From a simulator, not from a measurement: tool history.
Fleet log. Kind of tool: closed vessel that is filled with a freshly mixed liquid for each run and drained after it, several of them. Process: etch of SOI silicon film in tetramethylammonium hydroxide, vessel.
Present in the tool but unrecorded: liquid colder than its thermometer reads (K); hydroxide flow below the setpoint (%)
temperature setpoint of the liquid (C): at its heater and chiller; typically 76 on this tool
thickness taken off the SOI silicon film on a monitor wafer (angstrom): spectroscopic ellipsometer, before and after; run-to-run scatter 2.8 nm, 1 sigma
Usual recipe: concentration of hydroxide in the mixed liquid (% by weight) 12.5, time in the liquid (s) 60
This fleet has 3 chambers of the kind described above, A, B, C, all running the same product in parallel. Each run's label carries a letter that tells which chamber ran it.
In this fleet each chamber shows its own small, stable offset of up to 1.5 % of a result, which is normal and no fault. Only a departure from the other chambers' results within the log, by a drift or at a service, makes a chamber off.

| run | hour | temperature setpoint of the liquid (C) | concentration of hydroxide in the mixed liquid (% by weight) | time in the liquid (s) | hours since the thermometer was replaced | hours since the hydroxide flow meter was replaced | read-back film thickness of the SOI silicon film reference wafer, read on the same gauge (nm) | thickness taken off the SOI silicon film on a monitor wafer (angstrom) |
|---|---|---|---|---|---|---|---|---|
| 1B | 14.9 | 76 | 12.5 | 60 | 211.1 | 908.5 | 49.984 | 5832.2 |
| 2A | 30.5 | 76 | 12.5 | 60 | 288.1 | 1564.7 | 50.017 | 5783.5 |
| 3C | 45.2 | 76 | 12.5 | 60 | 939.2 | 208.4 | 49.981 | 5794.8 |
| 4B | 57.3 | 76 | 12.5 | 60 | 253.5 | 950.9 | 50.015 | 5838.7 |
| 5A | 64.9 | 76 | 12.5 | 60 | 322.5 | 1599.1 | 49.981 | 5730.9 |
| 6C | 77.6 | 76 | 12.5 | 60 | 971.6 | 240.8 | 50.004 | 5800.8 |
| 7C | 86.6 | 76 | 12.5 | 60 | 980.6 | 249.8 | 50.047 | 5828.9 |
| 8B | 102.3 | 76 | 12.5 | 50 | 298.5 | 995.9 | 49.973 | 4852.7 |
| 9A | 111.4 | 76 | 12.5 | 50 | 369 | 1645.6 | 50.013 | 4776.7 |
| 10A | 119.7 | 76 | 12.5 | 50 | 377.3 | 1653.9 | 49.98 | 4808.2 |
| 11C | 134 | 76 | 12.5 | 70 | 1028 | 297.2 | 50.021 | 6880.2 |
| 12B | 148.6 | 76 | 12.5 | 70 | 344.8 | 1042.2 | 49.973 | 6787.5 |
| 13A | 159.5 | 76 | 12.5 | 70 | 417.1 | 1693.7 | 50.025 | 6770 |
|  | 166.5 | chamber A: hydroxide flow meter replaced |
| 14B | 171.2 | 76 | 12.5 | 60 | 367.4 | 1064.8 | 50.005 | 5823.1 |
| 15C | 182.8 | 76 | 12.5 | 60 | 1076.8 | 346 | 50.02 | 5949 |
| 16A | 191.2 | 76 | 12.5 | 60 | 448.8 | 24.8 | 49.98 | 5747.9 |
| 17C | 201.6 | 76 | 12.5 | 60 | 1095.6 | 364.8 | 50.002 | 5961.7 |
| 18B | 212.3 | 76 | 12.5 | 60 | 408.5 | 1105.9 | 50.021 | 5842.5 |
| 19A | 222.6 | 76 | 12.5 | 60 | 480.2 | 56.2 | 49.952 | 5729.3 |
| 20B | 230.2 | 76 | 12.5 | 60 | 426.4 | 1123.8 | 49.994 | 5843.2 |
| 21C | 242 | 76 | 12.5 | 60 | 1136 | 405.2 | 49.99 | 6051.1 |
| 22A | 258.3 | 76 | 12.5 | 60 | 515.9 | 91.9 | 50.002 | 5712.9 |

Each of the 3 chambers runs these same settings next. Fill in every chamber's results:
| 23A | 270.1 | 76 | 12.5 | 60 |  |  |  | ? |
| 23B | 270.1 | 76 | 12.5 | 60 |  |  |  | ? |
| 23C | 270.1 | 76 | 12.5 | 60 |  |  |  | ? |

| run | thickness taken off the SOI silicon film on a monitor wafer (angstrom) |
|---|---|
| 23A | 5692 |
| 23B | 5802.4 |
| 23C | 6077.6 |
